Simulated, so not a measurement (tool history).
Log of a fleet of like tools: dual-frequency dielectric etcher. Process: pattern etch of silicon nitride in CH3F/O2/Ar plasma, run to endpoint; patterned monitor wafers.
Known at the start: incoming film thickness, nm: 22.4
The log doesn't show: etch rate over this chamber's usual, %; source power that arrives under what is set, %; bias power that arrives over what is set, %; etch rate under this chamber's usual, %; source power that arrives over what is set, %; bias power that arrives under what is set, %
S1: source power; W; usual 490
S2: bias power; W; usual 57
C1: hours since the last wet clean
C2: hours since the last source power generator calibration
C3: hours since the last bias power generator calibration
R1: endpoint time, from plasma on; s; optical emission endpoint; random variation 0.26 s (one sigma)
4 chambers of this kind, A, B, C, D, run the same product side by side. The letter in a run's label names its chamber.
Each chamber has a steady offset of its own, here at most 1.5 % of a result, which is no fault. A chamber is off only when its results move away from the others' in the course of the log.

Run 1D, day 0.338: usual settings; C1 399.6; C2 1770; C3 2734.4. Result: R1 32.05 s.
Run 2C, day 0.808: usual settings; C1 178.2; C2 1442.4; C3 178.1. Result: R1 32.378 s.
Run 3B, day 1.029: usual settings; C1 132; C2 3049.7; C3 806.9. Result: R1 32.689 s.
Run 4A, day 1.483: usual settings; C1 111.1; C2 703.4; C3 487.4. Result: R1 32.313 s.
Run 5D, day 1.879: usual settings; C1 436.6; C2 1807; C3 2771.4. Result: R1 31.567 s.
Run 6A, day 2.288: usual settings; C1 130.4; C2 722.7; C3 506.7. Result: R1 32.123 s.
Run 7B, day 2.554: usual settings; C1 168.6; C2 3086.3; C3 843.5. Result: R1 32.147 s.
At day 2.617: chamber D: wet clean of the chamber.
Run 8C, day 2.883: usual settings; C1 228; C2 1492.2; C3 227.9. Result: R1 31.794 s.
Run 9B, day 3.262: usual settings; C1 185.6; C2 3103.3; C3 860.5. Result: R1 33 s.
Run 10D, day 3.504: usual settings; C1 21.3; C2 1846; C3 2810.4. Result: R1 31.553 s.
Run 11C, day 3.733: usual settings; C1 248.4; C2 1512.6; C3 248.3. Result: R1 32.892 s.
Run 12A, day 4.138: usual settings but S1 390 W; C1 174.8; C2 767.1; C3 551.1. Result: R1 34.926 s.
Run 13A, day 4.55: usual settings but S1 390 W; C1 184.7; C2 777; C3 561. Result: R1 35.346 s.
Run 14B, day 5.008: usual settings but S1 390 W; C1 227.5; C2 3145.2; C3 902.4. Result: R1 35.153 s.
Run 15D, day 5.238: usual settings but S1 390 W; C1 62.9; C2 1887.6; C3 2852. Result: R1 35.235 s.
Run 16C, day 5.562: usual settings; C1 292.3; C2 1556.5; C3 292.2. Result: R1 32.228 s.
Run 17A, day 5.888: usual settings but S1 590 W, S2 64 W; C1 216.8; C2 809.1; C3 593.1. Result: R1 29.024 s.
Run 18B, day 6.329: usual settings but S1 590 W, S2 64 W; C1 259.2; C2 3176.9; C3 934.1. Result: R1 29.269 s.
Run 19C, day 6.758: usual settings but S1 590 W, S2 64 W; C1 321; C2 1585.2; C3 320.9. Result: R1 29.205 s.
Run 20D, day 7.212: usual settings but S1 590 W, S2 64 W; C1 110.3; C2 1935; C3 2899.4. Result: R1 28.835 s.
At day 7.292: chamber D: source power generator calibrated.
Run 21C, day 7.575: usual settings; C1 340.6; C2 1604.8; C3 340.5. Result: R1 32.041 s.
Run 22B, day 7.838: usual settings; C1 295.4; C2 3213.1; C3 970.3. Result: R1 32.621 s.
Run 23D, day 8.112: usual settings; C1 131.9; C2 19.7; C3 2921. Result: R1 32.19 s.
Run 24A, day 8.512: usual settings; C1 279.8; C2 872.1; C3 656.1. Result: R1 32.389 s.
Run 25A, day 8.9: usual settings but S1 380 W, S2 69 W; C1 289.1; C2 881.4; C3 665.4. Result: R1 33.289 s.
Run 26D, day 9.25: usual settings but S1 380 W, S2 69 W; C1 159.2; C2 47; C3 2948.3. Result: R1 32.447 s.

Next, every chamber runs the same settings. What will each give?
Run 27A, day 9.592: usual settings but S1 380 W. Result: R1 ?.
Run 27B, day 9.592: usual settings but S1 380 W. Result: R1 ?.
Run 27C, day 9.592: usual settings but S1 380 W. Result: R1 ?.
Run 27D, day 9.592: usual settings but S1 380 W. Result: R1 ?.

run      R1
27A  35.758
27B  36.313
27C  35.938
27D  35.269
